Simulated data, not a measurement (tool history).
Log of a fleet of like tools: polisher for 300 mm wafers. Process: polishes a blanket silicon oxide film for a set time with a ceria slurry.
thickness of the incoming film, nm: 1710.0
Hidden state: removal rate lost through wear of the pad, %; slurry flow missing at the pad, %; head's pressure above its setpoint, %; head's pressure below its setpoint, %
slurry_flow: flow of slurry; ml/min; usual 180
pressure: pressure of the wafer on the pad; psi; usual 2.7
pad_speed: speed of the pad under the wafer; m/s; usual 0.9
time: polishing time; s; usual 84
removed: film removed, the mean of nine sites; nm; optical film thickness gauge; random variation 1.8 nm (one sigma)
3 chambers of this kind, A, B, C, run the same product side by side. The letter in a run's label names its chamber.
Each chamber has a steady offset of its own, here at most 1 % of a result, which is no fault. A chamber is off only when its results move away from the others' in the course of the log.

run   hour  slurry_flow  pressure  pad_speed  time  wafers polished on this pad  hours since the slurry nozzle was cleaned  hours since the head pressure was calibrated  removed
 1A    5.8          180       2.7        0.9    84                          191                                      538.3                                         753.3   251.46
 2C   15.1          180       2.7        0.9    84                          353                                      361.5                                          83.4   251.86
      16.8  -- chamber A: slurry nozzle cleaned
      18.5  -- chamber B: slurry nozzle cleaned
 3B   26.6          180       2.7        0.9    84                          982                                        8.1                                         195.0   255.51
      32.7  -- chamber B: worn pad replaced by a new one
 4A   34.1          180       2.7        0.9    84                          355                                       17.3                                         781.6   252.08
      37.2  -- chamber C: slurry nozzle cleaned
 5B   43.9          180       2.7        0.9   110                           64                                       25.4                                         212.3   334.72
 6C   53.1          180       2.7        0.9   110                          573                                       15.9                                         121.4   335.59
 7C   59.6          180       2.7        0.9   110                          611                                       22.4                                         127.9   333.05
 8A   69.8          180       2.7        0.9    84                          561                                       53.0                                         817.3   255.59
      76.3  -- chamber C: worn pad replaced by a new one
 9B   79.0          180       2.7        0.9    84                          268                                       60.5                                         247.4   259.10
10B   90.5          180       2.7        0.9    84                          334                                       72.0                                         258.9   256.69
11A  100.2          180       3.2        0.9    84                          737                                       83.4                                         847.7   305.16
12C  112.1          180       3.2        0.9    84                          207                                       74.9                                         180.4   300.87
     118.5  -- chamber A: worn pad replaced by a new one
13A  123.4          180       3.2        0.9    84                           28                                      106.6                                         870.9   309.04
14B  130.2          180       2.7        0.9    84                          564                                      111.7                                         298.6   258.18
15C  139.2          180       2.7        0.9    84                          364                                      102.0                                         207.5   255.85
     143.2  -- chamber B: head pressure recalibrated
16A  150.8          180       2.7        0.9    84                          187                                      134.0                                         898.3   263.07
17C  159.3          180       2.7        0.9    84                          481                                      122.1                                         227.6   255.72
18B  165.6          180       2.7        0.9    84                          769                                      147.1                                          22.4   259.85
19C  177.5          180       2.7        0.9    84                          586                                      140.3                                         245.8   255.37
20A  184.5          180       2.7        0.9    84                          382                                      167.7                                         932.0   264.31
21B  196.2          180       2.1        0.9    84                          946                                      177.7                                          53.0   198.21
22C  205.1          180       2.1        0.9    84                          746                                      167.9                                         273.4   197.48
     207.2  -- chamber C: worn pad replaced by a new one
23B  212.2          180       2.1        0.9    84                         1039                                      193.7                                          69.0   200.35
24A  219.3          180       2.7        0.9    84                          583                                      202.5                                         966.8   264.78
25C  228.2          180       2.7        0.9    84                          121                                      191.0                                         296.5   255.02
     230.2  -- chamber B: worn pad replaced by a new one
26A  237.1          180       2.7        0.9    84                          687                                      220.3                                         984.6   268.11
27B  248.6          180       2.7        0.9    84                          106                                      230.1                                         105.4   257.37
     256.9  -- chamber A: worn pad replaced by a new one
28C  260.3          180       2.7        0.9    84                          307                                      223.1                                         328.6   256.54
29A  273.0          135       2.7        0.9    84                           93                                      256.2                                        1020.5   256.16
30B  282.3          135       2.7        0.9    84                          302                                      263.8                                         139.1   244.70
31A  294.0          135       2.7        0.9    84                          215                                      277.2                                        1041.5   256.19
32C  303.2          180       2.7        0.9    57                          556                                      266.0                                         371.5   175.19
33B  310.4          180       2.7        0.9    57                          464                                      291.9                                         167.2   173.73
34B  317.8          180       2.7        0.9    57                          507                                      299.3                                         174.6   174.53
35A  327.5          180       2.7        0.9    84                          409                                      310.7                                        1075.0   274.55
36C  335.8          180       2.7        0.9    84                          744                                      298.6                                         404.1   254.11
     346.3  -- chamber C: worn pad replaced by a new one
37C  348.3          180       2.7        0.9    84                           11                                      311.1                                         416.6   253.79
38B  354.0          180       2.7        0.9    84                          717                                      335.5                                         210.8   255.58
39A  365.5          180       2.7        0.9    84                          629                                      348.7                                        1113.0   279.48

All 3 chambers run these settings next. Forecast each chamber's results:
40A  374.7          180       2.7        0.9    84                                                                                                                              ?
40B  374.7          180       2.7        0.9    84                                                                                                                              ?
40C  374.7          180       2.7        0.9    84                                                                                                                              ?

run  removed
40A   282.17
40B   255.29
40C   252.90
